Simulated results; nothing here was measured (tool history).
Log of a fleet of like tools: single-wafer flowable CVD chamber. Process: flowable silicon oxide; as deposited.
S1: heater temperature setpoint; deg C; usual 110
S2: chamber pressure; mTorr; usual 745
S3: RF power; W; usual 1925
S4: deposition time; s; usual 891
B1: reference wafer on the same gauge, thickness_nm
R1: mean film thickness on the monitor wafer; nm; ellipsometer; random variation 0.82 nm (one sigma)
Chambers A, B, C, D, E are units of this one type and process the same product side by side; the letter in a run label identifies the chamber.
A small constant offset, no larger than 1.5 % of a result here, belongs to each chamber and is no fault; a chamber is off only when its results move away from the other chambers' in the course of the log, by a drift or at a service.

run	day	S1	S2	S3	S4	B1	R1
1C	0.133	110	745	1925	891	330.88	350.90
2D	0.333	110	745	1925	891	330.82	348.75
3B	0.454	110	745	1925	891	330.83	350.27
4E	0.567	110	745	1925	891	331.01	349.24
5A	0.742	110	745	1925	891	330.86	353.02
6A	0.908	110	745	1925	891	330.91	354.15
7B	1.029	110	745	1925	891	330.96	349.83
8C	1.183	110	745	1925	891	331.20	352.94
9D	1.404	110	824	1925	758	330.89	335.99
10E	1.588	110	824	1925	758	331.14	340.92
11A	1.808	110	824	1925	758	331.21	342.15
12E	2.017	110	824	1925	758	330.91	340.48
13C	2.192	110	824	1925	758	330.84	342.66
14D	2.383	110	745	1925	891	330.92	345.58
15B	2.521	110	745	1925	891	331.04	351.92
16D	2.633	110	745	1925	891	331.00	346.65
17A	2.762	110	745	1925	891	331.05	354.63
18E	2.929	117	745	1925	811	330.95	259.20
19C	3.150	117	745	1925	811	330.72	257.77
20B	3.329	117	745	1925	811	330.94	255.64
21B	3.454	117	745	1925	811	330.99	257.08
22C	3.567	117	745	1925	811	331.05	257.23
23A	3.679	110	745	1925	891	331.05	353.05
24D	3.796	110	852	1925	891	330.96	412.66
25E	4.021	110	852	1925	891	331.09	428.68
26B	4.125	110	852	1925	891	330.94	415.98
27C	4.267	110	852	1925	891	331.10	418.94
28D	4.383	110	852	1925	891	331.00	412.07
29A	4.592	110	745	1925	891	331.13	351.77
30E	4.788	110	745	1925	891	330.83	359.76
31D	4.900	110	745	1925	891	331.06	346.21
32A	5.100	110	745	1925	891	331.09	353.51

Does one chamber stand apart from the rest, does the shared gauge drift, or is all well apart from small per-chamber offsets? Give the chamber and the most likely cause, where there is one.

It is chamber E that slowly wanders off from its peers.
Likeliest cause: wafer temperature below the value expected at the setpoint (K) = 1.03.
With only this log, it may be confused with: true pressure above the setpoint (%).

Chamber E could run next with any of the 4 candidate recipes listed below; each alters the usual settings, and their results appear as question marks. Which one brings its results back in line with what the other chambers deliver on the usual settings?
In-line tolerance around the mean of the other chambers on the usual settings: R1 2.90 nm
33E-1	5.267	110	745	1925	874		?
33E-2	5.267	110	745	1910	862		?
33E-3	5.267	110	759	1930	899		?
33E-4	5.267	110	753	1925	895		?

The mean the other chambers reach with the usual settings: R1 350.54 nm
run	R1
33E-1	356.24
33E-2	350.74
33E-3	375.73
33E-4	369.96
33E-2 puts the chamber back in line with the other chambers.
